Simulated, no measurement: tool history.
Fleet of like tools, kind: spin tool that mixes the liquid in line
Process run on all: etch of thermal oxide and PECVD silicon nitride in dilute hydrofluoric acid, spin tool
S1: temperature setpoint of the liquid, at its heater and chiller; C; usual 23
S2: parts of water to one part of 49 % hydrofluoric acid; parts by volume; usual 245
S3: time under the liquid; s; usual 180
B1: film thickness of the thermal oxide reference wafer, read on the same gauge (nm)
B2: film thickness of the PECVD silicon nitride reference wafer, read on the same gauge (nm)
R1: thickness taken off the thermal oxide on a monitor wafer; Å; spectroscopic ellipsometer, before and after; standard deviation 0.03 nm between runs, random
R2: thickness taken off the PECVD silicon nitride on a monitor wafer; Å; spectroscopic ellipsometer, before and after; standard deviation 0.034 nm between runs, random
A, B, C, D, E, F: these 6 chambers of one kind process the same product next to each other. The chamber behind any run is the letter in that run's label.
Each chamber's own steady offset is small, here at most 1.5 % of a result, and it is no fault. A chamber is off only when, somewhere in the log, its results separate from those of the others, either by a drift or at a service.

At hour 5.3: chamber C: hydrofluoric acid flow meter replaced.
Run 1A, hour 6.1: usual settings; B1 39.982; B2 130. Result: R1 28.629 Å, R2 15.043 Å.
Run 2F, hour 10.7: usual settings; B1 39.99; B2 129.99. Result: R1 28.806 Å, R2 15.906 Å.
Run 3B, hour 17.1: usual settings; B1 39.975; B2 129.98. Result: R1 29.129 Å, R2 15.773 Å.
Run 4C, hour 24.8: usual settings; B1 39.997; B2 130. Result: R1 29.33 Å, R2 15.264 Å.
At hour 28.3: chamber D: thermometer replaced.
Run 5E, hour 28.3: usual settings; B1 40.004; B2 130.02. Result: R1 28.511 Å, R2 15.79 Å.
Run 6D, hour 35.9: usual settings; B1 40.01; B2 130.01. Result: R1 28.296 Å, R2 15.466 Å.
Run 7A, hour 41.2: usual settings but S1 25.5 C, S3 220 s; B1 39.98; B2 129.99. Result: R1 38.068 Å, R2 22.502 Å.
Run 8E, hour 47.1: usual settings but S1 25.5 C, S3 220 s; B1 40; B2 130. Result: R1 39.262 Å, R2 21.837 Å.
At hour 47.5: chamber E: hydrofluoric acid flow meter replaced.
Run 9B, hour 50.8: usual settings but S1 25.5 C, S3 220 s; B1 39.991; B2 129.98. Result: R1 38.54 Å, R2 22.36 Å.
Run 10C, hour 58.6: usual settings but S1 25.5 C, S3 220 s; B1 39.996; B2 130.01. Result: R1 39.243 Å, R2 22.285 Å.
Run 11D, hour 65.6: usual settings but S1 25.5 C, S3 220 s; B1 40.006; B2 130.02. Result: R1 38.248 Å, R2 22.36 Å.
Run 12F, hour 70.9: usual settings but S1 25.5 C, S3 220 s; B1 39.988; B2 129.99. Result: R1 37.713 Å, R2 21.919 Å.
Run 13F, hour 76.6: usual settings; B1 39.996; B2 129.98. Result: R1 28.679 Å, R2 15.685 Å.
Run 14D, hour 81.4: usual settings; B1 39.999; B2 130.01. Result: R1 28.003 Å, R2 15.292 Å.
Run 15C, hour 85.9: usual settings; B1 40.029; B2 130.01. Result: R1 29.055 Å, R2 15.333 Å.
Run 16E, hour 92.8: usual settings; B1 40.011; B2 130. Result: R1 28.786 Å, R2 15.38 Å.
Run 17A, hour 96.4: usual settings; B1 40.005; B2 130.02. Result: R1 28.15 Å, R2 15.059 Å.
Run 18B, hour 101.9: usual settings; B1 40.012; B2 130.01. Result: R1 29.931 Å, R2 15.85 Å.
Run 19F, hour 105.6: usual settings; B1 39.977; B2 129.98. Result: R1 28.662 Å, R2 15.051 Å.
Run 20B, hour 113.4: usual settings; B1 40.014; B2 129.99. Result: R1 30.143 Å, R2 15.498 Å.
Run 21E, hour 120.3: usual settings but S3 250 s; B1 40.006; B2 130.01. Result: R1 41.2 Å, R2 21.843 Å.
Run 22A, hour 128.2: usual settings but S3 250 s; B1 40.011; B2 129.99. Result: R1 39.343 Å, R2 21.695 Å.
Run 23C, hour 135.4: usual settings but S3 250 s; B1 40.002; B2 130.01. Result: R1 40.377 Å, R2 21.359 Å.
Run 24D, hour 142.6: usual settings but S3 250 s; B1 40.024; B2 130. Result: R1 39.872 Å, R2 22.116 Å.
Run 25F, hour 146.3: usual settings but S3 250 s; B1 39.999; B2 130. Result: R1 39.708 Å, R2 20.915 Å.
Run 26D, hour 152: usual settings but S3 250 s; B1 39.965; B2 130.02. Result: R1 38.637 Å, R2 22.753 Å.
Run 27B, hour 157.5: usual settings; B1 39.988; B2 129.99. Result: R1 30.75 Å, R2 16.339 Å.
Run 28A, hour 161.1: usual settings; B1 40.014; B2 130.01. Result: R1 28.093 Å, R2 15.513 Å.
Run 29E, hour 168.8: usual settings; B1 39.994; B2 130. Result: R1 28.615 Å, R2 15.697 Å.
Run 30C, hour 173.2: usual settings but S1 20 C, S3 115 s; B1 39.996; B2 130.01. Result: R1 16.35 Å, R2 8.1164 Å.
Run 31D, hour 176.7: usual settings but S1 20 C, S3 115 s; B1 40.021; B2 130.02. Result: R1 16.446 Å, R2 8.239 Å.
Run 32C, hour 181.7: usual settings but S1 20 C, S3 115 s; B1 39.986; B2 130.01. Result: R1 16.711 Å, R2 8.2244 Å.
Run 33F, hour 185.5: usual settings but S1 20 C, S3 115 s; B1 39.985; B2 130. Result: R1 16.322 Å, R2 7.8593 Å.
Run 34E, hour 190.6: usual settings but S1 20 C, S3 115 s; B1 39.98; B2 130.02. Result: R1 16.587 Å, R2 8.3196 Å.
Run 35A, hour 194.2: usual settings but S1 20 C, S3 115 s; B1 40.011; B2 130.02. Result: R1 16.471 Å, R2 8.2139 Å.
Run 36B, hour 201.8: usual settings; B1 40; B2 129.99. Result: R1 32.706 Å, R2 17.014 Å.
Run 37F, hour 208: usual settings but S2 290 parts by volume, S3 110 s; B1 39.986; B2 130.03. Result: R1 13.966 Å, R2 7.7997 Å.
Run 38A, hour 212.8: usual settings but S2 290 parts by volume, S3 110 s; B1 40.016; B2 130.01. Result: R1 13.733 Å, R2 7.8034 Å.
Run 39B, hour 219.6: usual settings but S2 290 parts by volume, S3 110 s; B1 39.992; B2 129.99. Result: R1 15.89 Å, R2 8.6224 Å.
Run 40D, hour 225.9: usual settings but S2 290 parts by volume, S3 110 s; B1 40.01; B2 129.96. Result: R1 13.979 Å, R2 8.2535 Å.
Run 41E, hour 229.6: usual settings but S2 290 parts by volume, S3 110 s; B1 40.026; B2 130. Result: R1 14.294 Å, R2 7.9102 Å.

Decide between three cases: one chamber stands off from its peers, the gauge reading all wafers drifts, or nothing is wrong past each chamber's small offset. Where a chamber is off, say which and what most likely put it there.

One chamber, B, drifts off from the rest bit by bit.
Likeliest cause: hydrofluoric acid flow above the setpoint (%) = 11.2.

Which of the 4 candidates below, each the usual settings with something changed and its results left as question marks, puts chamber B back in line with what the other chambers give on the usual settings?
In-line tolerance around the mean of the other chambers on the usual settings: R1 1.1 Å; R2 1.2 Å
Run 42B-1, hour 235.3: usual settings but S1 23.5 C, S2 265 parts by volume, S3 170 s. Result: R1 ?, R2 ?.
Run 42B-2, hour 235.3: usual settings but S1 22.5 C, S2 225 parts by volume, S3 190 s. Result: R1 ?, R2 ?.
Run 42B-3, hour 235.3: usual settings but S2 250 parts by volume, S3 175 s. Result: R1 ?, R2 ?.
Run 42B-4, hour 235.3: usual settings but S2 240 parts by volume, S3 185 s. Result: R1 ?, R2 ?.

The other chambers' mean on the usual settings: R1 28.655 Å; R2 15.518 Å
  run      R1      R2
42B-1  28.534  15.356
42B-2  37.653   18.95
42B-3  31.018  16.227
42B-4  34.501   17.87
42B-1 brings the chamber back in line.
